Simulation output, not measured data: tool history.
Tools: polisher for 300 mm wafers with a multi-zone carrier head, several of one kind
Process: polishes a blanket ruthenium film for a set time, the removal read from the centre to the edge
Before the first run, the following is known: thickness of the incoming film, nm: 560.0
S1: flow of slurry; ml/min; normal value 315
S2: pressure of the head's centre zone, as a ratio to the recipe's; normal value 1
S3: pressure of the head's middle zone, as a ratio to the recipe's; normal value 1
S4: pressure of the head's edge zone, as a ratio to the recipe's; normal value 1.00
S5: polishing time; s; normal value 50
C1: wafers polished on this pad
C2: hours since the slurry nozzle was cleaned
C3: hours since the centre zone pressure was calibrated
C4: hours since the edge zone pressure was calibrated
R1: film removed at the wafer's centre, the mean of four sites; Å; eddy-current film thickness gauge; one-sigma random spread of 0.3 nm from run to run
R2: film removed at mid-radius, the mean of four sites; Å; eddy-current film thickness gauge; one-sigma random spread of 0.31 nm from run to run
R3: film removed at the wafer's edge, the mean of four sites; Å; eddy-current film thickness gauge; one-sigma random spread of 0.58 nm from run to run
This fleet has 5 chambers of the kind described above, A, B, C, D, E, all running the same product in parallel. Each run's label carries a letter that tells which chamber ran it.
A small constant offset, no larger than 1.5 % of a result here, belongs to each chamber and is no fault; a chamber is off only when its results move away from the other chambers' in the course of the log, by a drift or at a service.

run   hour   S1  S2  S3    S4  S5    C1     C2     C3      C4      R1      R2      R3
       1.5  -- chamber C: slurry nozzle cleaned
       1.9  -- chamber D: edge zone pressure recalibrated
 1A    9.8  315   1   1  1.00  50   635  139.2  362.6   836.0  412.24  410.39  409.01
 2B   23.2  315   1   1  1.00  50   197  270.6  343.0   761.0  402.34  409.55  403.72
      30.3  -- chamber A: worn pad replaced by a new one
 3E   34.4  315   1   1  1.00  50   581  404.0  362.7   260.4  405.37  402.85  409.49
      37.7  -- chamber B: slurry nozzle cleaned
 4D   47.0  315   1   1  1.00  50   640  155.3  429.9    45.1  411.65  413.59  404.29
 5C   55.7  315   1   1  1.00  50   486   54.3  134.9   189.0  410.56  411.29  421.25
 6E   68.3  315   1   1  1.00  50   845  437.9  396.6   294.3  406.27  409.14  401.96
      70.9  -- chamber D: worn pad replaced by a new one
 7C   80.2  315   1   1  1.00  50   677   78.8  159.4   213.5  413.51  416.90  423.64
      82.1  -- chamber E: slurry nozzle cleaned
 8B   89.1  315   1   1  1.00  50   711   51.4  408.9   826.9  404.57  408.52  406.57
      93.2  -- chamber B: worn pad replaced by a new one
 9D   99.6  315   1   1  0.91  50   224  207.9  482.5    97.7  410.63  417.77  386.68
10A  110.8  315   1   1  0.91  50   628  240.2  463.6   937.0  399.69  408.86  382.51
     112.2  -- chamber E: worn pad replaced by a new one
     120.9  -- chamber C: worn pad replaced by a new one
11C  125.1  315   1   1  0.91  50    33  123.7  204.3   258.4  403.40  417.95  395.33
12D  135.1  315   1   1  0.91  50   501  243.4  518.0   133.2  406.12  421.66  385.55
     135.8  -- chamber A: worn pad replaced by a new one
13E  144.6  315   1   1  0.91  50   253   62.6  472.9   370.6  413.41  412.27  393.28
14B  155.8  355   1   1  1.00  38   488  118.1  475.6   893.6  310.62  315.15  306.99
15A  166.0  355   1   1  1.00  38   236  295.4  518.8   992.2  307.91  312.68  307.40
     176.3  -- chamber B: edge zone pressure recalibrated
16E  177.2  355   1   1  1.00  38   507   95.2  505.5   403.2  312.89  314.42  306.78
     189.0  -- chamber D: worn pad replaced by a new one
17D  191.1  355   1   1  1.00  38    16  299.4  574.0   189.2  314.30  315.09  313.06
18B  205.3  355   1   1  1.00  38   874  167.6  525.1    29.1  313.94  313.47  310.14
     211.1  -- chamber B: worn pad replaced by a new one
19A  214.0  315   1   1  1.00  50   610  343.4  566.8  1040.2  397.26  404.45  394.08
20C  223.7  230   1   1  1.00  67   802  222.3  302.9   357.0  524.74  536.32  539.47
     228.0  -- chamber D: slurry nozzle cleaned
     234.4  -- chamber C: slurry nozzle cleaned
21D  237.1  230   1   1  1.00  67   375    9.1  620.0   235.2  529.70  534.30  535.47
     237.6  -- chamber A: worn pad replaced by a new one
     241.7  -- chamber C: worn pad replaced by a new one
22C  245.4  230   1   1  1.00  67    29   11.1  324.6   378.7  537.27  530.03  533.39
23E  254.4  230   1   1  1.00  67  1109  172.4  582.7   480.4  528.91  536.34  522.04
24B  263.0  230   1   1  1.00  67   404  225.3  582.8    86.8  521.90  529.05  526.67
25A  275.8  315   1   1  1.00  50   298  405.2  628.6  1102.0  391.81  397.76  393.98
     284.9  -- chamber E: worn pad replaced by a new one
     284.9  -- chamber B: slurry nozzle cleaned
     286.6  -- chamber D: worn pad replaced by a new one
26E  288.1  315   1   1  1.00  50    25  206.1  616.4   514.1  407.33  412.04  413.04
27D  295.8  315   1   1  1.00  50    72   67.8  678.7   293.9  408.10  415.76  406.05
28C  304.7  265   1   1  1.00  50   491   70.4  383.9   438.0  401.41  402.57  414.15
     310.8  -- chamber B: worn pad replaced by a new one
29B  313.7  265   1   1  1.00  50    23   28.8  633.5   137.5  400.97  403.87  409.72
30A  325.1  265   1   1  1.00  50   682  454.5  677.9  1151.3  385.34  384.88  384.24
31E  332.8  265   1   1  1.00  50   373  250.8  661.1   558.8  404.73  398.07  394.62
32A  346.0  265   1   1  1.00  50   845  475.4  698.8  1172.2  370.41  382.68  385.08
     357.6  -- chamber C: worn pad replaced by a new one
33C  359.6  315   1   1  1.00  50    15  125.3  438.8   492.9  412.04  411.18  418.29
34D  366.9  315   1   1  1.00  50   626  138.9  749.8   365.0  411.74  419.10  403.64

Read the log: is a single chamber off, either drifting away or since a service, is the gauge that measures every chamber drifting, or is nothing wrong beyond small per-chamber offsets? Name any odd chamber and what most likely caused it.

Chamber A drifts away from the others.
Most likely cause: slurry flow missing at the pad, % = 31.6.

Chamber A could run next with any of the 4 candidate recipes listed below; each alters the usual settings, and their results appear as question marks. Which one brings its results back in line with what the other chambers deliver on the usual settings?
Maximum distance from the other chambers' mean on the usual settings for a result to count as in line: R1 10.00 Å; R2 11.00 Å; R3 20.00 Å
35A-1  377.1  320  1.01   1  1.00  52                   ?   ?   ?
35A-2  377.1  310  0.99   1  1.00  48                   ?   ?   ?
35A-3  377.1  315  1.00   1  1.00  49                   ?   ?   ?
35A-4  377.1  315  1.00   1  1.00  51                   ?   ?   ?

The other chambers' mean on the usual settings: R1 409.06 Å; R2 410.64 Å; R3 409.69 Å
  run      R1      R2      R3
35A-1  405.27  406.71  407.65
35A-2  364.33  373.84  375.07
35A-3  376.91  382.45  383.51
35A-4  392.29  398.06  399.17
35A-1 brings the chamber back in line.
